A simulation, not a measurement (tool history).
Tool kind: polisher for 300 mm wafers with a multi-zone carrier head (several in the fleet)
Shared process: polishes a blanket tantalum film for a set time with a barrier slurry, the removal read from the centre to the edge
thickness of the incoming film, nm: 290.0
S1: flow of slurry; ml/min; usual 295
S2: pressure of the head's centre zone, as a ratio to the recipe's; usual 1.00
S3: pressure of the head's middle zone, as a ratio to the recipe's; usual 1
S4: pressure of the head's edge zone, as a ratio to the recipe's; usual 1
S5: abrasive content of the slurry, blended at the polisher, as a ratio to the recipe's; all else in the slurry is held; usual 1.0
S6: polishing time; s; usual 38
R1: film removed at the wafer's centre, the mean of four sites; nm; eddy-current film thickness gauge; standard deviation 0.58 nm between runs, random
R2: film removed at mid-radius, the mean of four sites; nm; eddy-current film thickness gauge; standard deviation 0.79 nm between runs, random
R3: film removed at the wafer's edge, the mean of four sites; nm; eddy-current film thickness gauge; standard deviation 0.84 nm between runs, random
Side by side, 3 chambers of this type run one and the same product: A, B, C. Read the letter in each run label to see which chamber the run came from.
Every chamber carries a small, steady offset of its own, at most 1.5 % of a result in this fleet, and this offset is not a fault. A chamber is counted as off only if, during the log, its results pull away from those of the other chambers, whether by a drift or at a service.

run     day   S1    S2  S3  S4   S5  S6      R1      R2      R3
      0.275  -- chamber C: worn pad replaced by a new one
 1C   0.454  295  1.00   1   1  1.0  38  62.470  62.117  63.007
      0.521  -- chamber B: worn pad replaced by a new one
      0.596  -- chamber A: edge zone pressure recalibrated
 2B   0.942  295  1.00   1   1  1.0  38  62.480  62.401  63.320
      1.208  -- chamber B: slurry nozzle cleaned
 3A   1.358  295  1.00   1   1  1.0  38  64.034  63.550  62.630
      1.538  -- chamber A: worn pad replaced by a new one
 4A   2.029  295  1.00   1   1  1.0  38  63.402  63.518  62.514
 5B   2.538  295  1.00   1   1  1.0  38  62.186  62.517  61.174
 6C   3.200  295  1.00   1   1  1.0  38  61.721  62.678  62.680
      3.467  -- chamber B: worn pad replaced by a new one
 7A   3.542  295  1.00   1   1  1.0  38  63.161  63.926  61.979
 8C   3.962  295  1.00   1   1  1.0  38  61.797  62.029  62.817
      4.212  -- chamber A: worn pad replaced by a new one
 9B   4.517  295  1.00   1   1  1.0  38  62.412  60.862  61.653
      5.138  -- chamber C: worn pad replaced by a new one
10B   5.162  295  1.00   1   1  1.0  38  61.688  62.101  61.985
      5.325  -- chamber C: edge zone pressure recalibrated
      5.633  -- chamber C: centre zone pressure recalibrated
11A   5.750  295  1.00   1   1  1.0  38  62.993  63.011  61.358
12C   6.108  295  1.00   1   1  1.0  38  62.215  63.829  62.118
      6.242  -- chamber A: worn pad replaced by a new one
      6.254  -- chamber B: worn pad replaced by a new one
13B   6.533  295  1.00   1   1  1.0  38  62.952  62.058  62.713
14A   7.008  295  1.00   1   1  1.0  38  62.036  61.707  62.090
15C   7.354  295  1.00   1   1  1.0  38  63.225  62.411  62.267
16A   7.900  295  1.00   1   1  1.0  38  62.795  64.669  63.515
17B   8.217  295  1.00   1   1  1.0  38  62.685  60.864  61.325
18C   8.896  295  1.00   1   1  1.0  38  62.642  62.338  63.889
      8.925  -- chamber A: worn pad replaced by a new one
19B   9.383  230  1.00   1   1  1.3  38  63.720  64.400  63.838
      9.567  -- chamber B: worn pad replaced by a new one
      9.771  -- chamber C: worn pad replaced by a new one
20A  10.042  230  1.00   1   1  1.3  38  65.435  66.861  66.704
     10.067  -- chamber A: centre zone pressure recalibrated
21C  10.379  230  1.00   1   1  1.3  38  64.489  65.785  66.591
22C  10.829  295  1.00   1   1  1.0  38  62.998  62.992  65.326
     11.250  -- chamber A: worn pad replaced by a new one
23B  11.350  295  1.00   1   1  1.0  26  43.141  43.555  42.676
24A  11.896  295  1.00   1   1  1.0  26  42.930  43.669  41.619

Decide between three cases: one chamber stands off from its peers, the gauge reading all wafers drifts, or nothing is wrong past each chamber's small offset. Where a chamber is off, say which and what most likely put it there.

Beyond each chamber's small constant offset nothing stands out, and the gauge stays steady.
